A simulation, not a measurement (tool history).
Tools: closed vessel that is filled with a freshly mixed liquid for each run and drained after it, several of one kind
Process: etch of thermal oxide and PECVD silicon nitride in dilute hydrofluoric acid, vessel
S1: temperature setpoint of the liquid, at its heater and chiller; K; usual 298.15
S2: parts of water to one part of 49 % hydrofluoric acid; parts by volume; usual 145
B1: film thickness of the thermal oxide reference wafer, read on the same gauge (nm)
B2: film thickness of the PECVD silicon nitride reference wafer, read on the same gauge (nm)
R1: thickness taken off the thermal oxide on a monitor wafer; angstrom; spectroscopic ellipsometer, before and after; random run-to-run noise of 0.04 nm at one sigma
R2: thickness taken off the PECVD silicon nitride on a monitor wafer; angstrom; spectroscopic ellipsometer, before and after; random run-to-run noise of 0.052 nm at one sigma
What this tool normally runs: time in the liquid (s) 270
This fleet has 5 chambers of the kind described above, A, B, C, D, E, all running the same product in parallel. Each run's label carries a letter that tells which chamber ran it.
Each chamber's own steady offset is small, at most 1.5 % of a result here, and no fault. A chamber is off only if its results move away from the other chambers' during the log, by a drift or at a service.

{"run": "1B", "hour": 10.7, "S1": 298.15, "S2": 145, "time in the liquid (s)": 270, "B1": 129.99, "B2": 109.99, "R1": 87.092, "R2": 53.367}
{"run": "2A", "hour": 20.5, "S1": 298.15, "S2": 145, "time in the liquid (s)": 270, "B1": 130, "B2": 109.94, "R1": 86.265, "R2": 52.81}
{"run": "3E", "hour": 30.2, "S1": 298.15, "S2": 145, "time in the liquid (s)": 270, "B1": 130.01, "B2": 110.01, "R1": 86.85, "R2": 53.067}
{"run": "4D", "hour": 41.0, "S1": 298.15, "S2": 145, "time in the liquid (s)": 270, "B1": 130.01, "B2": 110.02, "R1": 85.916, "R2": 52.559}
{"run": "5C", "hour": 55.6, "S1": 298.15, "S2": 145, "time in the liquid (s)": 270, "B1": 130, "B2": 109.99, "R1": 86.329, "R2": 52.775}
{"run": "6D", "hour": 64.8, "S1": 298.15, "S2": 145, "time in the liquid (s)": 270, "B1": 129.99, "B2": 110, "R1": 85.302, "R2": 52.99}
{"run": "7B", "hour": 79.7, "S1": 298.15, "S2": 145, "time in the liquid (s)": 270, "B1": 130.01, "B2": 110.03, "R1": 85.325, "R2": 52.954}
{"run": "8E", "hour": 94.2, "S1": 298.15, "S2": 145, "time in the liquid (s)": 270, "B1": 129.99, "B2": 110.03, "R1": 87.149, "R2": 54.032}
{"run": "9A", "hour": 106.0, "S1": 301.65, "S2": 195, "time in the liquid (s)": 270, "B1": 130.01, "B2": 110.01, "R1": 68.52, "R2": 48.336}
{"run": "10C", "hour": 115.9, "S1": 301.65, "S2": 195, "time in the liquid (s)": 270, "B1": 130, "B2": 110.01, "R1": 69.204, "R2": 49.454}
{"run": "11B", "hour": 128.7, "S1": 301.65, "S2": 195, "time in the liquid (s)": 270, "B1": 129.97, "B2": 110.02, "R1": 68.661, "R2": 49.529}
{"run": "12A", "hour": 140.8, "S1": 301.65, "S2": 195, "time in the liquid (s)": 270, "B1": 129.97, "B2": 110.01, "R1": 68.779, "R2": 48.693}
{"run": "13E", "hour": 149.8, "S1": 301.65, "S2": 195, "time in the liquid (s)": 270, "B1": 130, "B2": 110, "R1": 68.949, "R2": 50.043}
{"run": "14C", "hour": 161.4, "S1": 298.15, "S2": 145, "time in the liquid (s)": 270, "B1": 129.96, "B2": 109.99, "R1": 86.767, "R2": 53.42}
{"run": "15D", "hour": 169.5, "S1": 298.15, "S2": 145, "time in the liquid (s)": 270, "B1": 130.01, "B2": 110.02, "R1": 85.505, "R2": 51.004}
{"run": "16B", "hour": 177.7, "S1": 298.15, "S2": 145, "time in the liquid (s)": 270, "B1": 129.99, "B2": 110.03, "R1": 86.293, "R2": 51.496}
{"run": "17E", "hour": 186.6, "S1": 298.15, "S2": 145, "time in the liquid (s)": 270, "B1": 130, "B2": 110, "R1": 86.734, "R2": 53.969}
{"run": "18C", "hour": 199.1, "S1": 298.15, "S2": 145, "time in the liquid (s)": 270, "B1": 129.99, "B2": 109.96, "R1": 86.053, "R2": 52.598}
{"run": "19D", "hour": 213.4, "S1": 298.15, "S2": 145, "time in the liquid (s)": 270, "B1": 130.01, "B2": 110.04, "R1": 84.222, "R2": 50.166}
{"hour": 215.5, "done": "chamber D: hydrofluoric acid flow meter replaced"}
{"run": "20A", "hour": 226.2, "S1": 298.15, "S2": 145, "time in the liquid (s)": 270, "B1": 130.01, "B2": 110.02, "R1": 86.156, "R2": 52.882}
{"run": "21E", "hour": 233.3, "S1": 300.65, "S2": 200, "time in the liquid (s)": 270, "B1": 130, "B2": 110.02, "R1": 65, "R2": 45.084}
{"run": "22A", "hour": 247.7, "S1": 300.65, "S2": 200, "time in the liquid (s)": 270, "B1": 129.99, "B2": 110, "R1": 64.335, "R2": 45.335}
{"run": "23D", "hour": 261.5, "S1": 300.65, "S2": 200, "time in the liquid (s)": 270, "B1": 129.99, "B2": 109.98, "R1": 61.145, "R2": 42.482}
{"run": "24B", "hour": 271.8, "S1": 300.65, "S2": 200, "time in the liquid (s)": 270, "B1": 130.01, "B2": 109.99, "R1": 64.56, "R2": 44.453}
{"run": "25C", "hour": 283.9, "S1": 300.65, "S2": 200, "time in the liquid (s)": 270, "B1": 130.02, "B2": 110, "R1": 65.011, "R2": 44.757}
{"run": "26B", "hour": 292.5, "S1": 298.15, "S2": 145, "time in the liquid (s)": 270, "B1": 130.02, "B2": 110.01, "R1": 86.669, "R2": 52.922}
{"run": "27D", "hour": 302.9, "S1": 298.15, "S2": 145, "time in the liquid (s)": 270, "B1": 129.99, "B2": 109.99, "R1": 81.75, "R2": 48.037}
{"run": "28C", "hour": 310.9, "S1": 298.15, "S2": 145, "time in the liquid (s)": 270, "B1": 130.01, "B2": 110.01, "R1": 86.689, "R2": 53.447}
{"run": "29A", "hour": 326.5, "S1": 298.15, "S2": 145, "time in the liquid (s)": 270, "B1": 129.97, "B2": 109.99, "R1": 86.515, "R2": 52.455}
{"run": "30E", "hour": 339.4, "S1": 298.15, "S2": 145, "time in the liquid (s)": 270, "B1": 129.98, "B2": 109.99, "R1": 87.338, "R2": 53.774}

Read the log: is a single chamber off, either drifting away or since a service, is the gauge that measures every chamber drifting, or is nothing wrong beyond small per-chamber offsets? Name any odd chamber and what most likely caused it.

One chamber, D, drifts off from the rest bit by bit.
Most likely cause: liquid colder than its thermometer reads (K) = 1.73.

Chamber D could run next with any of the 4 candidate recipes listed below; each alters the usual settings, and their results appear as question marks. Which one brings its results back in line with what the other chambers deliver on the usual settings?
Maximum distance from the other chambers' mean on the usual settings for a result to count as in line: R1 1.4 angstrom; R2 1.8 angstrom
{"run": "31D-1", "hour": 350.7, "S1": 299.65, "S2": 150, "time in the liquid (s)": 285, "R1": "?", "R2": "?"}
{"run": "31D-2", "hour": 350.7, "S1": 297.15, "S2": 140, "time in the liquid (s)": 260, "R1": "?", "R2": "?"}
{"run": "31D-3", "hour": 350.7, "S1": 296.65, "S2": 140, "time in the liquid (s)": 255, "R1": "?", "R2": "?"}
{"run": "31D-4", "hour": 350.7, "S1": 299.15, "S2": 150, "time in the liquid (s)": 280, "R1": "?", "R2": "?"}

Average result of the remaining chambers running the usual settings: R1 86.379 angstrom; R2 53.077 angstrom
run=31D-1 R1=86.44 R2=53.307
run=31D-2 R1=77.613 R2=44.222
run=31D-3 R1=74.611 R2=41.937
run=31D-4 R1=83.293 R2=50.685
With 31D-1, the chamber falls back in line with the rest.
